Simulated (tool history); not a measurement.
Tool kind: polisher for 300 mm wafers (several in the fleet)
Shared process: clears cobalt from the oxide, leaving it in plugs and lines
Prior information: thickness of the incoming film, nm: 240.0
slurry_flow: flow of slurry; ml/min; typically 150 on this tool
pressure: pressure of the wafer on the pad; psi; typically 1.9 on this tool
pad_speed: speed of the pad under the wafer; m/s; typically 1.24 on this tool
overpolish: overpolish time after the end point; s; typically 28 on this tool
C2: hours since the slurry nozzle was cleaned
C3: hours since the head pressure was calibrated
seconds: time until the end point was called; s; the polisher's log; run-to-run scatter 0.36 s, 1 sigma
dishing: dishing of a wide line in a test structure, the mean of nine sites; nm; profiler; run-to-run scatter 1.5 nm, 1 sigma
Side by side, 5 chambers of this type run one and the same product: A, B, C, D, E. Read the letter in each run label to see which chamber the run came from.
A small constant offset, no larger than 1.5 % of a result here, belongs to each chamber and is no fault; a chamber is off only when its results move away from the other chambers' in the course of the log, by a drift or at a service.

{"run": "1B", "hour": 3.3, "slurry_flow": 150, "pressure": 1.9, "pad_speed": 1.24, "overpolish": 28, "wafers polished on this pad": 572, "C2": 6.6, "C3": 1392.3, "seconds": 40.18, "dishing": 59.756}
{"run": "2E", "hour": 6.8, "slurry_flow": 150, "pressure": 1.9, "pad_speed": 1.24, "overpolish": 28, "wafers polished on this pad": 636, "C2": 116.2, "C3": 133.6, "seconds": 40.196, "dishing": 62.811}
{"hour": 9.4, "done": "chamber A: worn pad replaced by a new one"}
{"run": "3A", "hour": 10.8, "slurry_flow": 150, "pressure": 1.9, "pad_speed": 1.24, "overpolish": 28, "wafers polished on this pad": 17, "C2": 170.6, "C3": 288.6, "seconds": 39.669, "dishing": 60.775}
{"run": "4C", "hour": 16.9, "slurry_flow": 150, "pressure": 1.9, "pad_speed": 1.24, "overpolish": 28, "wafers polished on this pad": 232, "C2": 115.4, "C3": 263.6, "seconds": 40.494, "dishing": 60.74}
{"hour": 17.5, "done": "chamber D: worn pad replaced by a new one"}
{"hour": 22.6, "done": "chamber E: worn pad replaced by a new one"}
{"run": "5D", "hour": 23.3, "slurry_flow": 150, "pressure": 1.9, "pad_speed": 1.24, "overpolish": 28, "wafers polished on this pad": 71, "C2": 87.8, "C3": 122.5, "seconds": 40.201, "dishing": 62.596}
{"run": "6C", "hour": 29.8, "slurry_flow": 150, "pressure": 1.9, "pad_speed": 1.24, "overpolish": 28, "wafers polished on this pad": 389, "C2": 128.3, "C3": 276.5, "seconds": 40.48, "dishing": 59.659}
{"run": "7B", "hour": 36.3, "slurry_flow": 150, "pressure": 1.9, "pad_speed": 1.24, "overpolish": 28, "wafers polished on this pad": 973, "C2": 39.6, "C3": 1425.3, "seconds": 40.028, "dishing": 62.459}
{"run": "8E", "hour": 42.9, "slurry_flow": 150, "pressure": 1.9, "pad_speed": 1.24, "overpolish": 28, "wafers polished on this pad": 248, "C2": 152.3, "C3": 169.7, "seconds": 40.13, "dishing": 61.92}
{"run": "9A", "hour": 46.6, "slurry_flow": 150, "pressure": 1.9, "pad_speed": 1.24, "overpolish": 28, "wafers polished on this pad": 453, "C2": 206.4, "C3": 324.4, "seconds": 40.182, "dishing": 62.591}
{"run": "10D", "hour": 50.1, "slurry_flow": 150, "pressure": 1.9, "pad_speed": 1.24, "overpolish": 28, "wafers polished on this pad": 397, "C2": 114.6, "C3": 149.3, "seconds": 39.922, "dishing": 62.309}
{"run": "11C", "hour": 56.9, "slurry_flow": 150, "pressure": 1.9, "pad_speed": 1.24, "overpolish": 28, "wafers polished on this pad": 719, "C2": 155.4, "C3": 303.6, "seconds": 40.712, "dishing": 60.033}
{"hour": 58.7, "done": "chamber D: worn pad replaced by a new one"}
{"run": "12E", "hour": 63.6, "slurry_flow": 150, "pressure": 1.9, "pad_speed": 1.24, "overpolish": 28, "wafers polished on this pad": 499, "C2": 173.0, "C3": 190.4, "seconds": 39.835, "dishing": 61.869}
{"hour": 63.9, "done": "chamber C: worn pad replaced by a new one"}
{"hour": 66.5, "done": "chamber B: worn pad replaced by a new one"}
{"run": "13D", "hour": 69.3, "slurry_flow": 150, "pressure": 1.9, "pad_speed": 1.24, "overpolish": 28, "wafers polished on this pad": 129, "C2": 133.8, "C3": 168.5, "seconds": 39.625, "dishing": 65.115}
{"run": "14A", "hour": 75.0, "slurry_flow": 125, "pressure": 1.9, "pad_speed": 1.02, "overpolish": 28, "wafers polished on this pad": 798, "C2": 234.8, "C3": 352.8, "seconds": 50.853, "dishing": 57.987}
{"hour": 77.4, "done": "chamber A: head pressure recalibrated"}
{"run": "15B", "hour": 80.9, "slurry_flow": 125, "pressure": 1.9, "pad_speed": 1.02, "overpolish": 28, "wafers polished on this pad": 175, "C2": 84.2, "C3": 1469.9, "seconds": 49.777, "dishing": 61.28}
{"run": "16E", "hour": 87.5, "slurry_flow": 125, "pressure": 1.9, "pad_speed": 1.02, "overpolish": 28, "wafers polished on this pad": 790, "C2": 196.9, "C3": 214.3, "seconds": 50.35, "dishing": 57.913}
{"hour": 92.2, "done": "chamber A: worn pad replaced by a new one"}
{"run": "17B", "hour": 92.2, "slurry_flow": 125, "pressure": 1.9, "pad_speed": 1.02, "overpolish": 28, "wafers polished on this pad": 313, "C2": 95.5, "C3": 1481.2, "seconds": 50.713, "dishing": 59.715}
{"run": "18D", "hour": 99.8, "slurry_flow": 125, "pressure": 1.9, "pad_speed": 1.02, "overpolish": 28, "wafers polished on this pad": 500, "C2": 164.3, "C3": 199.0, "seconds": 50.169, "dishing": 59.989}
{"hour": 103.7, "done": "chamber B: head pressure recalibrated"}
{"hour": 105.2, "done": "chamber E: worn pad replaced by a new one"}
{"run": "19C", "hour": 105.3, "slurry_flow": 200, "pressure": 1.9, "pad_speed": 1.24, "overpolish": 28, "wafers polished on this pad": 504, "C2": 203.8, "C3": 352.0, "seconds": 39.011, "dishing": 62.921}
{"hour": 106.9, "done": "chamber D: worn pad replaced by a new one"}
{"run": "20A", "hour": 112.2, "slurry_flow": 200, "pressure": 1.9, "pad_speed": 1.24, "overpolish": 28, "wafers polished on this pad": 243, "C2": 272.0, "C3": 34.8, "seconds": 38.364, "dishing": 61.439}
{"run": "21D", "hour": 116.7, "slurry_flow": 200, "pressure": 1.9, "pad_speed": 1.24, "overpolish": 28, "wafers polished on this pad": 119, "C2": 181.2, "C3": 215.9, "seconds": 38.15, "dishing": 62.864}
{"run": "22C", "hour": 121.5, "slurry_flow": 200, "pressure": 1.9, "pad_speed": 1.24, "overpolish": 28, "wafers polished on this pad": 701, "C2": 220.0, "C3": 368.2, "seconds": 39.084, "dishing": 63.274}
{"hour": 122.7, "done": "chamber C: worn pad replaced by a new one"}
{"run": "23E", "hour": 127.4, "slurry_flow": 200, "pressure": 1.9, "pad_speed": 1.24, "overpolish": 28, "wafers polished on this pad": 270, "C2": 236.8, "C3": 254.2, "seconds": 38.273, "dishing": 61.348}
{"run": "24B", "hour": 131.1, "slurry_flow": 120, "pressure": 1.9, "pad_speed": 1.24, "overpolish": 44, "wafers polished on this pad": 786, "C2": 134.4, "C3": 27.5, "seconds": 46.161, "dishing": 64.326}
{"run": "25A", "hour": 137.4, "slurry_flow": 120, "pressure": 1.9, "pad_speed": 1.24, "overpolish": 44, "wafers polished on this pad": 549, "C2": 297.2, "C3": 60.0, "seconds": 42.082, "dishing": 67.119}
{"run": "26A", "hour": 141.2, "slurry_flow": 120, "pressure": 1.9, "pad_speed": 1.24, "overpolish": 44, "wafers polished on this pad": 596, "C2": 301.0, "C3": 63.8, "seconds": 42.409, "dishing": 64.798}
{"run": "27B", "hour": 147.4, "slurry_flow": 120, "pressure": 1.9, "pad_speed": 1.24, "overpolish": 44, "wafers polished on this pad": 984, "C2": 150.7, "C3": 43.8, "seconds": 46.871, "dishing": 66.917}
{"hour": 153.2, "done": "chamber D: worn pad replaced by a new one"}
{"run": "28E", "hour": 154.8, "slurry_flow": 120, "pressure": 1.9, "pad_speed": 1.24, "overpolish": 44, "wafers polished on this pad": 603, "C2": 264.2, "C3": 281.6, "seconds": 40.989, "dishing": 68.255}
{"run": "29D", "hour": 162.0, "slurry_flow": 150, "pressure": 1.9, "pad_speed": 1.24, "overpolish": 28, "wafers polished on this pad": 107, "C2": 226.5, "C3": 261.2, "seconds": 39.458, "dishing": 61.172}
{"run": "30C", "hour": 169.3, "slurry_flow": 150, "pressure": 1.9, "pad_speed": 1.24, "overpolish": 28, "wafers polished on this pad": 566, "C2": 267.8, "C3": 416.0, "seconds": 40.405, "dishing": 64.741}
{"run": "31D", "hour": 174.0, "slurry_flow": 150, "pressure": 1.9, "pad_speed": 1.24, "overpolish": 28, "wafers polished on this pad": 253, "C2": 238.5, "C3": 273.2, "seconds": 39.9, "dishing": 62.745}
{"run": "32E", "hour": 178.3, "slurry_flow": 150, "pressure": 1.9, "pad_speed": 1.24, "overpolish": 28, "wafers polished on this pad": 889, "C2": 287.7, "C3": 305.1, "seconds": 39.696, "dishing": 64.591}

Decide between three cases: one chamber stands off from its peers, the gauge reading all wafers drifts, or nothing is wrong past each chamber's small offset. Where a chamber is off, say which and what most likely put it there.

A service on chamber B put it out of line with the rest.
Most likely cause: head's pressure below its setpoint, % = 10.4.

Which of the 4 candidates below, each the usual settings with something changed and its results left as question marks, puts chamber B back in line with what the other chambers give on the usual settings?
In-line tolerance around the mean of the other chambers on the usual settings: seconds 1.300 s; dishing 5.200 nm
{"run": "33B-1", "hour": 183.7, "slurry_flow": 150, "pressure": 1.7, "pad_speed": 1.1, "overpolish": 30, "seconds": "?", "dishing": "?"}
{"run": "33B-2", "hour": 183.7, "slurry_flow": 150, "pressure": 1.8, "pad_speed": 1.18, "overpolish": 29, "seconds": "?", "dishing": "?"}
{"run": "33B-3", "hour": 183.7, "slurry_flow": 155, "pressure": 2.1, "pad_speed": 1.4, "overpolish": 27, "seconds": "?", "dishing": "?"}
{"run": "33B-4", "hour": 183.7, "slurry_flow": 150, "pressure": 2.0, "pad_speed": 1.32, "overpolish": 27, "seconds": "?", "dishing": "?"}

The other chambers' mean on the usual settings: seconds 40.117 s; dishing 61.933 nm
run=33B-1 seconds=57.053 dishing=56.963
run=33B-2 seconds=50.186 dishing=58.671
run=33B-3 seconds=35.992 dishing=62.512
run=33B-4 seconds=40.328 dishing=60.988
The answer is 33B-4, which returns the chamber to within the allowed miss of the others.

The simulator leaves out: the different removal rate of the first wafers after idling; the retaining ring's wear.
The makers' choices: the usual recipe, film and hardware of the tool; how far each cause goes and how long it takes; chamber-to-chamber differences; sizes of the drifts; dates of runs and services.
